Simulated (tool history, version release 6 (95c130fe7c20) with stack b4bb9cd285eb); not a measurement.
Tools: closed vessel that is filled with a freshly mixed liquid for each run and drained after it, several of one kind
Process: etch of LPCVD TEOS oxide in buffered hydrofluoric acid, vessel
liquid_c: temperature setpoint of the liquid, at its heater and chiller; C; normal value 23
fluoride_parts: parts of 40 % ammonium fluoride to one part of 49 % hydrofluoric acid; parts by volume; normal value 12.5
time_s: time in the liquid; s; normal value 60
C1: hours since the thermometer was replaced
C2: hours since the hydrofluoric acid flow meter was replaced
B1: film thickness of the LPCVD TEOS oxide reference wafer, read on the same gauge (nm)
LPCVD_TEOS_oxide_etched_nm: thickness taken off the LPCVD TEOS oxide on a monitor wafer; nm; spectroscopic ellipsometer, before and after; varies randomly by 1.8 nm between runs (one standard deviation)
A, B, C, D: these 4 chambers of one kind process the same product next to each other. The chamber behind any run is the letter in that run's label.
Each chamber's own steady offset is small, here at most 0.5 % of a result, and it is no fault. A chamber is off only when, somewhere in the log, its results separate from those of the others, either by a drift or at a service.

Run 1B, hour 5.9: usual settings; C1 1548.5; C2 432.4; B1 79.952. Result: LPCVD_TEOS_oxide_etched_nm 204.36 nm.
Run 2A, hour 11.7: usual settings; C1 670.5; C2 1664.3; B1 79.978. Result: LPCVD_TEOS_oxide_etched_nm 208.8 nm.
Run 3D, hour 16.1: usual settings; C1 737.7; C2 160.2; B1 79.966. Result: LPCVD_TEOS_oxide_etched_nm 207.11 nm.
Run 4C, hour 22.3: usual settings; C1 1046.9; C2 914.3; B1 80.004. Result: LPCVD_TEOS_oxide_etched_nm 206.65 nm.
Run 5A, hour 26.6: usual settings; C1 685.4; C2 1679.2; B1 80.041. Result: LPCVD_TEOS_oxide_etched_nm 208.52 nm.
Run 6D, hour 29.7: usual settings; C1 751.3; C2 173.8; B1 79.991. Result: LPCVD_TEOS_oxide_etched_nm 207.3 nm.
Run 7C, hour 36.2: usual settings; C1 1060.8; C2 928.2; B1 80.041. Result: LPCVD_TEOS_oxide_etched_nm 210.06 nm.
Run 8B, hour 41.6: usual settings; C1 1584.2; C2 468.1; B1 79.96. Result: LPCVD_TEOS_oxide_etched_nm 203.83 nm.
Run 9D, hour 46.7: usual settings; C1 768.3; C2 190.8; B1 79.998. Result: LPCVD_TEOS_oxide_etched_nm 205.99 nm.
Run 10B, hour 49.9: usual settings; C1 1592.5; C2 476.4; B1 79.944. Result: LPCVD_TEOS_oxide_etched_nm 204.02 nm.
Run 11A, hour 56.3: usual settings; C1 715.1; C2 1708.9; B1 80.017. Result: LPCVD_TEOS_oxide_etched_nm 205.09 nm.
Run 12C, hour 63.1: usual settings; C1 1087.7; C2 955.1; B1 80.039. Result: LPCVD_TEOS_oxide_etched_nm 207.54 nm.
Run 13A, hour 67.5: usual settings; C1 726.3; C2 1720.1; B1 80.033. Result: LPCVD_TEOS_oxide_etched_nm 203.07 nm.
Run 14D, hour 72.6: usual settings but liquid_c 19 C; C1 794.2; C2 216.7; B1 80.028. Result: LPCVD_TEOS_oxide_etched_nm 166.93 nm.
Run 15B, hour 76.7: usual settings but liquid_c 19 C; C1 1619.3; C2 503.2; B1 79.986. Result: LPCVD_TEOS_oxide_etched_nm 159.07 nm.
Run 16C, hour 81: usual settings but liquid_c 19 C; C1 1105.6; C2 973; B1 80.033. Result: LPCVD_TEOS_oxide_etched_nm 165.32 nm.
Run 17D, hour 86.5: usual settings but liquid_c 19 C; C1 808.1; C2 230.6; B1 80.004. Result: LPCVD_TEOS_oxide_etched_nm 164.34 nm.
Run 18B, hour 92.1: usual settings; C1 1634.7; C2 518.6; B1 79.988. Result: LPCVD_TEOS_oxide_etched_nm 199.5 nm.
Run 19C, hour 98.6: usual settings; C1 1123.2; C2 990.6; B1 80.014. Result: LPCVD_TEOS_oxide_etched_nm 209.76 nm.
Run 20A, hour 102.9: usual settings but fluoride_parts 10 parts by volume; C1 761.7; C2 1755.5; B1 80.028. Result: LPCVD_TEOS_oxide_etched_nm 256.51 nm.
Run 21D, hour 107.8: usual settings but fluoride_parts 10 parts by volume; C1 829.4; C2 251.9; B1 79.994. Result: LPCVD_TEOS_oxide_etched_nm 258.13 nm.
Run 22A, hour 113: usual settings but fluoride_parts 10 parts by volume; C1 771.8; C2 1765.6; B1 79.982. Result: LPCVD_TEOS_oxide_etched_nm 255.23 nm.
Run 23C, hour 118.2: usual settings but fluoride_parts 10 parts by volume; C1 1142.8; C2 1010.2; B1 79.977. Result: LPCVD_TEOS_oxide_etched_nm 256.73 nm.
Run 24B, hour 122.4: usual settings; C1 1665; C2 548.9; B1 80.011. Result: LPCVD_TEOS_oxide_etched_nm 193.55 nm.
Run 25A, hour 125.3: usual settings; C1 784.1; C2 1777.9; B1 80.021. Result: LPCVD_TEOS_oxide_etched_nm 207.21 nm.
Run 26C, hour 129.6: usual settings; C1 1154.2; C2 1021.6; B1 79.966. Result: LPCVD_TEOS_oxide_etched_nm 208.14 nm.
Run 27D, hour 135.8: usual settings but liquid_c 20.5 C, fluoride_parts 9 parts by volume; C1 857.4; C2 279.9; B1 80.007. Result: LPCVD_TEOS_oxide_etched_nm 243.95 nm.
Run 28B, hour 139.9: usual settings but liquid_c 20.5 C, fluoride_parts 9 parts by volume; C1 1682.5; C2 566.4; B1 79.959. Result: LPCVD_TEOS_oxide_etched_nm 226.87 nm.
Run 29C, hour 145.6: usual settings but liquid_c 20.5 C, fluoride_parts 9 parts by volume; C1 1170.2; C2 1037.6; B1 80.027. Result: LPCVD_TEOS_oxide_etched_nm 239.96 nm.
Run 30A, hour 149.9: usual settings but liquid_c 20.5 C, fluoride_parts 9 parts by volume; C1 808.7; C2 1802.5; B1 79.989. Result: LPCVD_TEOS_oxide_etched_nm 238.26 nm.
Run 31B, hour 156.4: usual settings; C1 1699; C2 582.9; B1 80.073. Result: LPCVD_TEOS_oxide_etched_nm 191.33 nm.
Run 32D, hour 162.8: usual settings; C1 884.4; C2 306.9; B1 79.987. Result: LPCVD_TEOS_oxide_etched_nm 209.26 nm.
Run 33C, hour 168.1: usual settings; C1 1192.7; C2 1060.1; B1 80.045. Result: LPCVD_TEOS_oxide_etched_nm 207.27 nm.

Is one chamber out of step, is the gauge drifting, or do the chambers differ by no more than their own small offsets? For an off chamber, give its letter and the likeliest cause.

One chamber, B, drifts off from the rest bit by bit.
What lies behind it: hydrofluoric acid flow below the setpoint (%) = 10.1.
The log may not separate it from: liquid colder than its thermometer reads (K).

Below are 4 candidate recipes for chamber B's next run, each the usual settings with a change, their results shown as question marks. Which of them brings B's results back in line with what the other chambers give on the usual settings?
To be in line, a result may differ from the other chambers' mean on the usual settings by at most: LPCVD_TEOS_oxide_etched_nm 6.4 nm
Run 34B-1, hour 173: usual settings but liquid_c 22.5 C, fluoride_parts 13.5 parts by volume. Result: LPCVD_TEOS_oxide_etched_nm ?.
Run 34B-2, hour 173: usual settings but liquid_c 22.5 C, fluoride_parts 13 parts by volume. Result: LPCVD_TEOS_oxide_etched_nm ?.
Run 34B-3, hour 173: usual settings but liquid_c 24 C. Result: LPCVD_TEOS_oxide_etched_nm ?.
Run 34B-4, hour 173: usual settings but fluoride_parts 12 parts by volume, time_s 65 s. Result: LPCVD_TEOS_oxide_etched_nm ?.

What the other chambers average on the usual settings: LPCVD_TEOS_oxide_etched_nm 206.91 nm
  run  LPCVD_TEOS_oxide_etched_nm
34B-1                       166.2
34B-2                      172.49
34B-3                      194.44
34B-4                      207.67
The answer is 34B-4, which returns the chamber to within the allowed miss of the others.

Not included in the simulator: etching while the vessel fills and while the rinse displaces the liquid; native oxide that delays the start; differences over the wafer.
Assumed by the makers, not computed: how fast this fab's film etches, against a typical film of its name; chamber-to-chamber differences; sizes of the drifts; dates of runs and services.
